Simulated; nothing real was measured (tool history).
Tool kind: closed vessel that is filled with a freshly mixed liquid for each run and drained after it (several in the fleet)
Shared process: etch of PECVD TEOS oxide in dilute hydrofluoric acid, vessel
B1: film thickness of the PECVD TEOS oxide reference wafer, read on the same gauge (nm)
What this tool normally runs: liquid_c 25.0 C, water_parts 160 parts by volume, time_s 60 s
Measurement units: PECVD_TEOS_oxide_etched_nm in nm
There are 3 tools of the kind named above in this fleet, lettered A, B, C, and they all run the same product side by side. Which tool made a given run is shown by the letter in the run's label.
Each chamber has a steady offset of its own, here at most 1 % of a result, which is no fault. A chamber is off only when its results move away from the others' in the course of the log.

{"run": "1B", "day": 0.3, "liquid_c": 25.0, "water_parts": 160, "time_s": 60, "B1": 110.0, "PECVD_TEOS_oxide_etched_nm": 10.358}
{"run": "2C", "day": 0.683, "liquid_c": 25.0, "water_parts": 160, "time_s": 60, "B1": 109.99, "PECVD_TEOS_oxide_etched_nm": 10.374}
{"run": "3A", "day": 0.946, "liquid_c": 25.0, "water_parts": 160, "time_s": 60, "B1": 110.0, "PECVD_TEOS_oxide_etched_nm": 10.545}
{"run": "4B", "day": 1.133, "liquid_c": 25.0, "water_parts": 160, "time_s": 60, "B1": 110.0, "PECVD_TEOS_oxide_etched_nm": 10.291}
{"run": "5A", "day": 1.425, "liquid_c": 25.0, "water_parts": 160, "time_s": 60, "B1": 110.01, "PECVD_TEOS_oxide_etched_nm": 10.366}
{"run": "6C", "day": 1.746, "liquid_c": 25.0, "water_parts": 160, "time_s": 60, "B1": 110.02, "PECVD_TEOS_oxide_etched_nm": 10.234}
{"run": "7A", "day": 2.05, "liquid_c": 25.0, "water_parts": 160, "time_s": 60, "B1": 109.99, "PECVD_TEOS_oxide_etched_nm": 10.28}
{"run": "8B", "day": 2.35, "liquid_c": 25.0, "water_parts": 105, "time_s": 75, "B1": 109.99, "PECVD_TEOS_oxide_etched_nm": 21.431}
{"run": "9C", "day": 2.542, "liquid_c": 25.0, "water_parts": 105, "time_s": 75, "B1": 110.0, "PECVD_TEOS_oxide_etched_nm": 20.877}
{"run": "10B", "day": 2.767, "liquid_c": 25.0, "water_parts": 105, "time_s": 75, "B1": 110.0, "PECVD_TEOS_oxide_etched_nm": 20.985}
{"run": "11A", "day": 3.092, "liquid_c": 25.0, "water_parts": 160, "time_s": 60, "B1": 109.99, "PECVD_TEOS_oxide_etched_nm": 10.323}
{"run": "12C", "day": 3.425, "liquid_c": 27.5, "water_parts": 160, "time_s": 80, "B1": 110.02, "PECVD_TEOS_oxide_etched_nm": 15.279}
{"run": "13C", "day": 3.654, "liquid_c": 27.5, "water_parts": 160, "time_s": 80, "B1": 109.97, "PECVD_TEOS_oxide_etched_nm": 15.154}
{"run": "14A", "day": 3.842, "liquid_c": 27.5, "water_parts": 160, "time_s": 80, "B1": 110.0, "PECVD_TEOS_oxide_etched_nm": 15.014}
{"run": "15B", "day": 4.046, "liquid_c": 25.0, "water_parts": 160, "time_s": 60, "B1": 109.99, "PECVD_TEOS_oxide_etched_nm": 10.216}
{"run": "16A", "day": 4.212, "liquid_c": 25.0, "water_parts": 160, "time_s": 60, "B1": 110.0, "PECVD_TEOS_oxide_etched_nm": 10.227}
{"run": "17B", "day": 4.525, "liquid_c": 25.0, "water_parts": 160, "time_s": 60, "B1": 109.98, "PECVD_TEOS_oxide_etched_nm": 10.132}
{"run": "18C", "day": 4.775, "liquid_c": 25.0, "water_parts": 160, "time_s": 60, "B1": 110.02, "PECVD_TEOS_oxide_etched_nm": 10.25}
{"run": "19A", "day": 5.142, "liquid_c": 25.0, "water_parts": 160, "time_s": 60, "B1": 109.97, "PECVD_TEOS_oxide_etched_nm": 10.413}
{"run": "20C", "day": 5.512, "liquid_c": 25.0, "water_parts": 160, "time_s": 60, "B1": 110.0, "PECVD_TEOS_oxide_etched_nm": 10.309}
{"run": "21B", "day": 5.871, "liquid_c": 27.5, "water_parts": 160, "time_s": 60, "B1": 110.0, "PECVD_TEOS_oxide_etched_nm": 10.912}
{"run": "22B", "day": 6.071, "liquid_c": 27.5, "water_parts": 160, "time_s": 60, "B1": 110.02, "PECVD_TEOS_oxide_etched_nm": 11.138}
{"run": "23A", "day": 6.346, "liquid_c": 27.5, "water_parts": 160, "time_s": 60, "B1": 109.98, "PECVD_TEOS_oxide_etched_nm": 11.452}
{"run": "24C", "day": 6.562, "liquid_c": 25.0, "water_parts": 160, "time_s": 60, "B1": 110.01, "PECVD_TEOS_oxide_etched_nm": 10.387}
{"run": "25B", "day": 6.783, "liquid_c": 25.0, "water_parts": 160, "time_s": 60, "B1": 109.98, "PECVD_TEOS_oxide_etched_nm": 10.11}
{"run": "26A", "day": 6.975, "liquid_c": 29.0, "water_parts": 160, "time_s": 95, "B1": 110.02, "PECVD_TEOS_oxide_etched_nm": 19.126}
{"run": "27C", "day": 7.3, "liquid_c": 29.0, "water_parts": 160, "time_s": 95, "B1": 109.98, "PECVD_TEOS_oxide_etched_nm": 18.841}
{"run": "28A", "day": 7.642, "liquid_c": 29.0, "water_parts": 160, "time_s": 95, "B1": 110.02, "PECVD_TEOS_oxide_etched_nm": 19.012}
{"run": "29B", "day": 7.988, "liquid_c": 25.0, "water_parts": 160, "time_s": 60, "B1": 110.02, "PECVD_TEOS_oxide_etched_nm": 9.7234}
{"run": "30C", "day": 8.338, "liquid_c": 25.0, "water_parts": 160, "time_s": 60, "B1": 109.98, "PECVD_TEOS_oxide_etched_nm": 10.182}
{"run": "31B", "day": 8.558, "liquid_c": 25.0, "water_parts": 160, "time_s": 60, "B1": 110.0, "PECVD_TEOS_oxide_etched_nm": 9.7053}

Does one chamber stand apart from the rest, does the shared gauge drift, or is all well apart from small per-chamber offsets? Give the chamber and the most likely cause, where there is one.

One chamber, B, drifts off from the rest bit by bit.
What lies behind it: hydrofluoric acid flow below the setpoint (%) = 5.99.
The log might look much the same if the cause were instead: liquid colder than its thermometer reads (K).

Below are 4 candidate recipes for chamber B's next run, each the usual settings with a change, their results shown as question marks. Which of them brings B's results back in line with what the other chambers give on the usual settings?
Counts as in line when no further than this from what the other chambers average on the usual settings: PECVD_TEOS_oxide_etched_nm 0.3100 nm
{"run": "32B-1", "day": 8.833, "liquid_c": 25.0, "water_parts": 160, "time_s": 65, "PECVD_TEOS_oxide_etched_nm": "?"}
{"run": "32B-2", "day": 8.833, "liquid_c": 25.5, "water_parts": 160, "time_s": 60, "PECVD_TEOS_oxide_etched_nm": "?"}
{"run": "32B-3", "day": 8.833, "liquid_c": 24.5, "water_parts": 160, "time_s": 60, "PECVD_TEOS_oxide_etched_nm": "?"}
{"run": "32B-4", "day": 8.833, "liquid_c": 23.0, "water_parts": 160, "time_s": 60, "PECVD_TEOS_oxide_etched_nm": "?"}

Average result of the remaining chambers running the usual settings: PECVD_TEOS_oxide_etched_nm 10.3460 nm
run=32B-1 PECVD_TEOS_oxide_etched_nm=10.4010
run=32B-2 PECVD_TEOS_oxide_etched_nm=9.7810
run=32B-3 PECVD_TEOS_oxide_etched_nm=9.4228
run=32B-4 PECVD_TEOS_oxide_etched_nm=8.9067
32B-1 brings the chamber back in line.
